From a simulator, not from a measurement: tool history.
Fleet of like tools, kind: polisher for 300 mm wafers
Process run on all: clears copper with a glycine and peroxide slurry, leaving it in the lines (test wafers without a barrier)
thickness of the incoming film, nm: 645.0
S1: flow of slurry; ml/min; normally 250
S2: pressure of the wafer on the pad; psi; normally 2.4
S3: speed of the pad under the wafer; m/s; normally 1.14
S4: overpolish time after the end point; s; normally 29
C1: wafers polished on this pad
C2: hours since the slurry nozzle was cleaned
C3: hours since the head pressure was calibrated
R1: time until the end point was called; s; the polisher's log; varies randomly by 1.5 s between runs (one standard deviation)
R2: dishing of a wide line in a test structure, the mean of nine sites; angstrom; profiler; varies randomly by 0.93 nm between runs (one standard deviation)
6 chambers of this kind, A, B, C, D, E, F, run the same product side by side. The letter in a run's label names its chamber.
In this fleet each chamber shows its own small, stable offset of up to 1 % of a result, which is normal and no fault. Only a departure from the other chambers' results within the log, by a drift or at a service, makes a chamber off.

Run 1B, day 0.246: usual settings; C1 122; C2 51.2; C3 111.8. Result: R1 114.830 s, R2 642.41 angstrom.
At day 0.342: chamber C: worn pad replaced by a new one.
At day 0.533: chamber E: slurry nozzle cleaned.
Run 2F, day 0.588: usual settings; C1 249; C2 771.4; C3 752.8. Result: R1 111.480 s, R2 642.84 angstrom.
Run 3C, day 1.021: usual settings; C1 133; C2 199.6; C3 244.0. Result: R1 112.790 s, R2 635.12 angstrom.
Run 4D, day 1.312: usual settings; C1 289; C2 177.5; C3 1126.1. Result: R1 118.310 s, R2 643.25 angstrom.
Run 5E, day 1.771: usual settings; C1 355; C2 29.8; C3 303.0. Result: R1 110.860 s, R2 650.48 angstrom.
Run 6A, day 2.079: usual settings; C1 737; C2 459.4; C3 315.0. Result: R1 115.240 s, R2 648.87 angstrom.
Run 7E, day 2.329: usual settings; C1 465; C2 43.2; C3 316.4. Result: R1 117.260 s, R2 634.32 angstrom.
Run 8F, day 2.729: usual settings; C1 668; C2 822.8; C3 804.2. Result: R1 115.190 s, R2 644.95 angstrom.
Run 9D, day 3.158: usual settings; C1 651; C2 221.8; C3 1170.4. Result: R1 113.460 s, R2 632.09 angstrom.
At day 3.175: chamber B: worn pad replaced by a new one.
At day 3.429: chamber E: worn pad replaced by a new one.
Run 10B, day 3.621: usual settings; C1 87; C2 132.2; C3 192.8. Result: R1 113.550 s, R2 634.05 angstrom.
At day 3.929: chamber F: slurry nozzle cleaned.
Run 11A, day 4.029: usual settings; C1 1119; C2 506.2; C3 361.8. Result: R1 112.310 s, R2 644.20 angstrom.
At day 4.267: chamber A: slurry nozzle cleaned.
Run 12C, day 4.412: usual settings but S1 325 ml/min, S2 3.1 psi; C1 797; C2 281.0; C3 325.4. Result: R1 87.564 s, R2 700.05 angstrom.
Run 13B, day 4.721: usual settings but S1 325 ml/min, S2 3.1 psi; C1 303; C2 158.6; C3 219.2. Result: R1 89.283 s, R2 717.80 angstrom.
At day 4.817: chamber C: worn pad replaced by a new one.
Run 14D, day 4.975: usual settings but S1 325 ml/min, S2 3.1 psi; C1 1007; C2 265.4; C3 1214.0. Result: R1 90.650 s, R2 734.21 angstrom.
Run 15E, day 5.288: usual settings but S1 325 ml/min, S2 3.1 psi; C1 364; C2 114.2; C3 387.4. Result: R1 91.405 s, R2 706.72 angstrom.
At day 5.438: chamber A: worn pad replaced by a new one.
Run 16F, day 5.688: usual settings but S1 325 ml/min, S2 3.1 psi; C1 1248; C2 42.2; C3 875.2. Result: R1 92.367 s, R2 710.17 angstrom.
Run 17A, day 5.933: usual settings but S1 325 ml/min, S2 3.1 psi; C1 97; C2 40.0; C3 407.5. Result: R1 86.347 s, R2 716.11 angstrom.
Run 18C, day 6.183: usual settings; C1 268; C2 323.5; C3 367.9. Result: R1 111.180 s, R2 643.01 angstrom.
Run 19A, day 6.496: usual settings; C1 207; C2 53.5; C3 421.0. Result: R1 111.830 s, R2 636.75 angstrom.
Run 20B, day 6.704: usual settings; C1 692; C2 206.2; C3 266.8. Result: R1 112.980 s, R2 644.87 angstrom.
At day 6.821: chamber E: worn pad replaced by a new one.
At day 7.117: chamber B: worn pad replaced by a new one.
Run 21C, day 7.138: usual settings; C1 455; C2 346.4; C3 390.8. Result: R1 112.330 s, R2 631.80 angstrom.
Run 22E, day 7.354: usual settings but S1 205 ml/min, S3 0.86 m/s; C1 104; C2 163.8; C3 437.0. Result: R1 147.830 s, R2 588.93 angstrom.
Run 23F, day 7.579: usual settings but S1 205 ml/min, S3 0.86 m/s; C1 1619; C2 87.6; C3 920.6. Result: R1 152.690 s, R2 578.97 angstrom.
At day 7.792: chamber D: worn pad replaced by a new one.
Run 24D, day 7.850: usual settings but S1 205 ml/min, S3 0.86 m/s; C1 11; C2 334.4; C3 1283.0. Result: R1 146.450 s, R2 580.66 angstrom.
Run 25C, day 8.217: usual settings but S1 205 ml/min, S3 0.86 m/s; C1 667; C2 372.3; C3 416.7. Result: R1 143.120 s, R2 590.01 angstrom.
At day 8.450: chamber B: slurry nozzle cleaned.
Run 26B, day 8.604: usual settings but S1 205 ml/min, S3 0.86 m/s; C1 292; C2 3.7; C3 312.4. Result: R1 145.860 s, R2 587.36 angstrom.
Run 27F, day 9.017: usual settings but S1 205 ml/min, S3 0.86 m/s; C1 1900; C2 122.1; C3 955.1. Result: R1 157.540 s, R2 574.23 angstrom.
Run 28E, day 9.408: usual settings; C1 507; C2 213.1; C3 486.3. Result: R1 112.800 s, R2 629.24 angstrom.
At day 9.612: chamber C: worn pad replaced by a new one.
Run 29D, day 9.729: usual settings but S2 2.7 psi, S4 35 s; C1 380; C2 379.5; C3 1328.1. Result: R1 107.810 s, R2 721.50 angstrom.
Run 30A, day 10.004: usual settings but S2 2.7 psi, S4 35 s; C1 895; C2 137.7; C3 505.2. Result: R1 100.960 s, R2 718.63 angstrom.
At day 10.154: chamber E: worn pad replaced by a new one.
Run 31A, day 10.200: usual settings but S2 2.7 psi, S4 35 s; C1 933; C2 142.4; C3 509.9. Result: R1 104.880 s, R2 723.92 angstrom.
Run 32B, day 10.500: usual settings but S2 2.7 psi, S4 35 s; C1 663; C2 49.2; C3 357.9. Result: R1 101.660 s, R2 700.46 angstrom.
Run 33E, day 10.775: usual settings but S2 2.7 psi, S4 35 s; C1 121; C2 245.9; C3 519.1. Result: R1 105.770 s, R2 719.02 angstrom.
Run 34D, day 10.975: usual settings but S2 2.7 psi, S4 35 s; C1 624; C2 409.4; C3 1358.0. Result: R1 102.650 s, R2 709.17 angstrom.
Run 35C, day 11.233: usual settings; C1 318; C2 444.7; C3 489.1. Result: R1 110.270 s, R2 635.98 angstrom.
Run 36F, day 11.642: usual settings; C1 2415; C2 185.1; C3 1018.1. Result: R1 122.070 s, R2 636.05 angstrom.
Run 37E, day 12.033: usual settings; C1 368; C2 276.1; C3 549.3. Result: R1 116.220 s, R2 625.58 angstrom.
Run 38C, day 12.271: usual settings but S3 1.42 m/s, S4 41 s; C1 521; C2 469.6; C3 514.0. Result: R1 92.293 s, R2 727.46 angstrom.

Each of the 6 chambers runs these same settings next. Fill in every chamber's results:
Run 39A, day 12.600: usual settings but S1 310 ml/min. Result: R1 ?, R2 ?.
Run 39B, day 12.600: usual settings but S1 310 ml/min. Result: R1 ?, R2 ?.
Run 39C, day 12.600: usual settings but S1 310 ml/min. Result: R1 ?, R2 ?.
Run 39D, day 12.600: usual settings but S1 310 ml/min. Result: R1 ?, R2 ?.
Run 39E, day 12.600: usual settings but S1 310 ml/min. Result: R1 ?, R2 ?.
Run 39F, day 12.600: usual settings but S1 310 ml/min. Result: R1 ?, R2 ?.

run       R1      R2
39A  111.170  653.99
39B  111.410  642.04
39C  109.630  639.28
39D  113.400  634.42
39E  113.090  627.87
39F  119.730  618.74

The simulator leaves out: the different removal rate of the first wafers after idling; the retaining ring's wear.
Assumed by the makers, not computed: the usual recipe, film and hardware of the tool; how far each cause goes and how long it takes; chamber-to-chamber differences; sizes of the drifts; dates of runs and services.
